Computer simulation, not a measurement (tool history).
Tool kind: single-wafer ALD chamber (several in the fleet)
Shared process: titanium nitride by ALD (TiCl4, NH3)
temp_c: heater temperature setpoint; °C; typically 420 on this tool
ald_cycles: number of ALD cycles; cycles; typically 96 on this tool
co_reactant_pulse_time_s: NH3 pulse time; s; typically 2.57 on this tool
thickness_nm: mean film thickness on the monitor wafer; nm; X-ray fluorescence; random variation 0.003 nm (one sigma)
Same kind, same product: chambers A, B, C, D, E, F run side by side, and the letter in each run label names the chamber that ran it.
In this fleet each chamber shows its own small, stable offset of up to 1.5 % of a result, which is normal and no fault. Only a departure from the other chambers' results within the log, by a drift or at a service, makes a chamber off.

run	hour	temp_c	ald_cycles	co_reactant_pulse_time_s	read-back reference wafer on the same gauge, thickness_nm	thickness_nm
1C	8.6	420	96	2.57	2.4902	2.1267
2A	16.4	420	96	2.57	2.4903	2.1448
# hour 23.6: chamber C: thermocouple changed; heater temperature recalibrated
3E	25.3	420	96	2.57	2.4907	2.134
4F	34.3	420	96	2.57	2.4919	2.1436
5D	38.7	420	96	2.57	2.4918	2.1362
6B	46.5	428	96	2.57	2.4927	2.1328
7C	55.4	428	96	2.57	2.4932	2.1318
8E	61	428	96	2.57	2.4936	2.1441
9B	67.2	428	96	2.57	2.493	2.1355
10F	71.8	428	96	2.57	2.4932	2.1426
11D	80	428	96	2.57	2.4942	2.149
12A	84.3	420	96	2.57	2.4945	2.1453
13D	89	420	96	3.06	2.4952	2.1573
14F	96.6	420	96	3.06	2.494	2.1589
15E	103.8	420	96	3.06	2.4951	2.1492
16C	111.6	420	96	3.06	2.4965	2.137
17B	119.4	420	96	3.06	2.4958	2.1408
18A	127.4	420	96	3.06	2.4951	2.1577
19E	135.7	420	96	2.57	2.4963	2.1436
20A	144.7	420	96	2.57	2.4978	2.1487
21D	149	420	96	2.57	2.498	2.1474
22F	155.6	420	96	2.57	2.4976	2.1444
23C	162.4	420	96	2.57	2.4983	2.1289
24B	167.2	420	96	2.16	2.4995	2.1255
25F	173.5	420	96	2.16	2.4987	2.1397
26C	177.4	420	96	2.16	2.4984	2.1231
27E	184.8	420	96	2.16	2.4994	2.1329
28A	191.9	420	96	2.16	2.4999	2.1455
29B	198.4	420	96	2.16	2.5004	2.1233
30D	206.4	415	96	1.78	2.5004	2.1256
31B	215.4	415	96	1.78	2.5009	2.1113
32C	223.9	415	96	1.78	2.5016	2.1107
33F	232.2	415	96	1.78	2.502	2.1258
34D	236.9	415	96	1.78	2.502	2.1264
35A	245.8	415	96	1.78	2.5029	2.1281
36E	251.4	420	96	2.57	2.5026	2.1489
37B	257.7	420	96	2.57	2.5038	2.1371
38A	263.8	420	96	2.57	2.5031	2.1515
39C	270.8	420	96	2.57	2.5045	2.138

Is one chamber out of step, is the gauge drifting, or do the chambers differ by no more than their own small offsets? For an off chamber, give its letter and the likeliest cause.

None of the chambers is off. What moves is the gauge, dragging all their readings along together.
Most likely cause: gauge reads high (%) = 0.575.

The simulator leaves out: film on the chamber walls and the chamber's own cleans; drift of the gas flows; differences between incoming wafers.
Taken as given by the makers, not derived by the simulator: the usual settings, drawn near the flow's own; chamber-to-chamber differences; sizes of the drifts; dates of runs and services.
